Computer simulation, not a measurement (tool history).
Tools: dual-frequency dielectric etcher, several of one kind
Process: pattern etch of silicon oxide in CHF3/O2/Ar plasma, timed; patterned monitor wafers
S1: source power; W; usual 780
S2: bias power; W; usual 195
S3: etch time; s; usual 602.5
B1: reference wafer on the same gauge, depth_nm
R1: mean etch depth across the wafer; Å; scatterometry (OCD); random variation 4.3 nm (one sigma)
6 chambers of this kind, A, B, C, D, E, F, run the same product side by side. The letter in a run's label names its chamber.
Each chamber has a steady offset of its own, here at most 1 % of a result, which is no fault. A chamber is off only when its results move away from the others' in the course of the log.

run	hour	S1	S2	S3	B1	R1
1A	6.1	780	195	602.5	1100.0	13640.0
2B	15.1	780	195	602.5	1100.0	13416.0
3D	22.1	780	195	602.5	1099.3	13462.0
4F	31.6	780	195	602.5	1100.1	13423.0
5C	36.9	780	195	602.5	1099.6	13425.0
6E	42.3	780	195	602.5	1099.4	13524.0
7E	48.7	780	195	602.5	1100.5	13488.0
8C	53.6	860	195	602.5	1099.5	13913.0
9D	61.6	860	195	602.5	1099.7	14065.0
10F	67.0	860	195	602.5	1100.3	13970.0
# hour 69.0: chamber F: wet clean of the chamber
11B	74.5	860	195	602.5	1099.6	13978.0
12A	82.5	860	195	602.5	1100.8	14134.0
13B	87.2	860	195	602.5	1100.8	14067.0
# hour 95.4: chamber D: wet clean of the chamber
14F	97.7	780	195	602.5	1100.0	13478.0
15A	102.9	780	195	602.5	1100.2	13641.0
# hour 103.6: chamber E: wet clean of the chamber
16C	107.6	780	195	602.5	1100.4	13377.0
# hour 114.6: chamber C: wet clean of the chamber
17D	116.6	780	195	602.5	1100.5	13590.0
18E	121.6	780	195	747.5	1099.3	17373.0
# hour 123.4: chamber B: wet clean of the chamber
19B	130.3	780	195	747.5	1099.9	16707.0
20A	137.1	780	195	747.5	1099.4	16879.0
# hour 140.1: chamber D: bias power generator calibrated
21D	145.7	780	195	747.5	1100.1	16711.0
22F	155.4	780	195	747.5	1099.2	16747.0
23E	162.2	780	195	747.5	1099.7	17410.0
24C	169.0	780	195	602.5	1101.1	13459.0
25D	177.6	780	195	602.5	1099.4	13501.0
26E	185.1	780	195	602.5	1100.6	14058.0
27C	195.5	780	195	602.5	1099.5	13409.0
28B	206.1	780	151	434.0	1100.5	8954.1
29A	215.2	780	151	434.0	1100.1	9012.0
30F	219.8	780	151	434.0	1100.0	8930.2
31F	225.3	780	151	434.0	1099.4	8929.2
32B	235.9	780	151	434.0	1100.1	8932.2
33E	240.8	780	151	434.0	1099.3	9287.2
34D	249.5	780	195	602.5	1099.9	13564.0
35A	254.6	950	215	602.5	1100.4	15162.0
36C	260.8	950	215	602.5	1099.6	14919.0
37C	270.7	950	215	602.5	1099.9	14967.0
38D	278.5	950	215	602.5	1100.2	15089.0

All 6 chambers run these settings next. Forecast each chamber's results:
39A	286.1	780	195	602.5		?
39B	286.1	780	195	602.5		?
39C	286.1	780	195	602.5		?
39D	286.1	780	195	602.5		?
39E	286.1	780	195	602.5		?
39F	286.1	780	195	602.5		?

run	R1
39A	13615.0
39B	13489.0
39C	13439.0
39D	13596.0
39E	13920.0
39F	13476.0

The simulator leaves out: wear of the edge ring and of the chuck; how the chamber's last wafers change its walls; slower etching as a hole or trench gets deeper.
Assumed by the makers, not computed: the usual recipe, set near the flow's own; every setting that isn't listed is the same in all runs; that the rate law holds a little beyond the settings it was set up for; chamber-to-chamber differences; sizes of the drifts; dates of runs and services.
